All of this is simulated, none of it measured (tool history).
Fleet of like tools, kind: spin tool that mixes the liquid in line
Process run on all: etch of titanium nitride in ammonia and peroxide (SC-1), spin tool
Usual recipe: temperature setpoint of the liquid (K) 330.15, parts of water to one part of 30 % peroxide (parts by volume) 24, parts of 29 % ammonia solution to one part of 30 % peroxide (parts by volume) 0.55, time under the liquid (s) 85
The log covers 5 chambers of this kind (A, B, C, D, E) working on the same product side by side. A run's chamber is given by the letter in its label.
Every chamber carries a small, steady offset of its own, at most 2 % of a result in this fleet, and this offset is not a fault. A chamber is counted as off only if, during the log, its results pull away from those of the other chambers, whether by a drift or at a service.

run   hour  temperature setpoint of the liquid (K)  parts of water to one part of 30 % peroxide (parts by volume)  parts of 29 % ammonia solution to one part of 30 % peroxide (parts by volume)  time under the liquid (s)  read-back film thickness of the titanium nitride reference wafer, read on the same gauge (nm)  thickness taken off the titanium nitride on a monitor wafer (Å)
 1C    6.2                                  330.15                                                             24                                                                           0.55                         85                                                                                         40.012                                                           49.894
 2A   10.7                                  330.15                                                             24                                                                           0.55                         85                                                                                         39.988                                                           49.666
 3E   16.2                                  330.15                                                             24                                                                           0.55                         85                                                                                         40.000                                                           50.141
 4B   22.6                                  330.15                                                             24                                                                           0.55                         85                                                                                         40.000                                                           49.975
 5D   26.1                                  330.15                                                             24                                                                           0.55                         85                                                                                         40.014                                                           50.450
 6E   30.5                                  330.15                                                             24                                                                           0.55                         85                                                                                         40.021                                                           50.246
 7D   36.3                                  330.15                                                             24                                                                           0.30                         85                                                                                         39.996                                                           44.985
 8B   40.2                                  330.15                                                             24                                                                           0.30                         85                                                                                         39.973                                                           43.827
 9C   44.3                                  330.15                                                             24                                                                           0.30                         85                                                                                         39.988                                                           44.479
10A   49.5                                  330.15                                                             24                                                                           0.30                         85                                                                                         39.977                                                           43.612
11C   54.4                                  330.15                                                             24                                                                           0.30                         85                                                                                         39.994                                                           43.923
12A   58.1                                  330.15                                                             24                                                                           0.55                         85                                                                                         40.013                                                           49.634
13E   64.5                                  330.15                                                             24                                                                           0.55                         85                                                                                         39.985                                                           48.574
14D   67.6                                  330.15                                                             24                                                                           0.55                         85                                                                                         39.969                                                           50.743
15B   71.3                                  330.15                                                             24                                                                           0.55                         85                                                                                         40.029                                                           49.207
16A   74.5                                  330.15                                                             24                                                                           0.55                         85                                                                                         39.996                                                           50.685
17D   78.4                                  330.15                                                             24                                                                           0.55                         85                                                                                         40.001                                                           49.749
18C   83.5                                  327.15                                                             24                                                                           0.35                         85                                                                                         40.002                                                           37.354
19B   89.9                                  327.15                                                             24                                                                           0.35                         85                                                                                         39.979                                                           36.982
20E   93.1                                  327.15                                                             24                                                                           0.35                         85                                                                                         40.030                                                           35.777
21E   98.5                                  327.15                                                             24                                                                           0.35                         85                                                                                         40.030                                                           35.512
22D  104.3                                  327.15                                                             24                                                                           0.35                         85                                                                                         39.993                                                           37.472
     108.0  -- chamber B: thermometer replaced
     108.5  -- chamber B: new drum of ammonia solution connected
23C  109.4                                  330.15                                                             24                                                                           0.55                         85                                                                                         40.023                                                           50.275
24A  114.4                                  330.15                                                             24                                                                           0.55                         85                                                                                         40.007                                                           49.262
25B  120.7                                  335.15                                                             24                                                                           0.65                         85                                                                                         39.978                                                           71.623
26C  125.4                                  335.15                                                             24                                                                           0.65                         85                                                                                         40.007                                                           71.707
     126.6  -- chamber D: thermometer replaced
27B  131.8                                  335.15                                                             24                                                                           0.65                         85                                                                                         40.022                                                           70.606
28A  136.9                                  335.15                                                             24                                                                           0.65                         85                                                                                         40.015                                                           71.247
29E  141.4                                  335.15                                                             24                                                                           0.65                         85                                                                                         39.988                                                           66.095
30D  146.1                                  330.15                                                             24                                                                           0.55                         85                                                                                         40.010                                                           50.393
31E  151.0                                  330.15                                                             24                                                                           0.55                         85                                                                                         39.987                                                           44.792
32D  156.3                                  330.15                                                             24                                                                           0.55                         85                                                                                         39.994                                                           49.845

Decide between three cases: one chamber stands off from its peers, the gauge reading all wafers drifts, or nothing is wrong past each chamber's small offset. Where a chamber is off, say which and what most likely put it there.

Chamber E drifts away from the others.
Likeliest cause: temperature lost on the way to the wafer (K) = 1.85.
The log may not tell that from: liquid colder than its thermometer reads (K).

Below are 4 candidate recipes for chamber E's next run, each the usual settings with a change, their results shown as question marks. Which of them brings E's results back in line with what the other chambers give on the usual settings?
Counts as in line when no further than this from what the other chambers average on the usual settings: thickness taken off the titanium nitride on a monitor wafer (Å) 1.700
33E-1  161.1                                  330.15                                                             24                                                                           0.55                         95                                                                                                                                                               ?
33E-2  161.1                                  330.65                                                             24                                                                           0.55                         85                                                                                                                                                               ?
33E-3  161.1                                  329.65                                                             24                                                                           0.55                         85                                                                                                                                                               ?
33E-4  161.1                                  330.15                                                             24                                                                           0.55                         75                                                                                                                                                               ?

Mean of the other chambers on the usual settings: thickness taken off the titanium nitride on a monitor wafer (Å) 49.787
  run  thickness taken off the titanium nitride on a monitor wafer (Å)
33E-1                                                           49.685
33E-2                                                           46.010
33E-3                                                           42.978
33E-4                                                           39.225
With 33E-1, the chamber falls back in line with the rest.
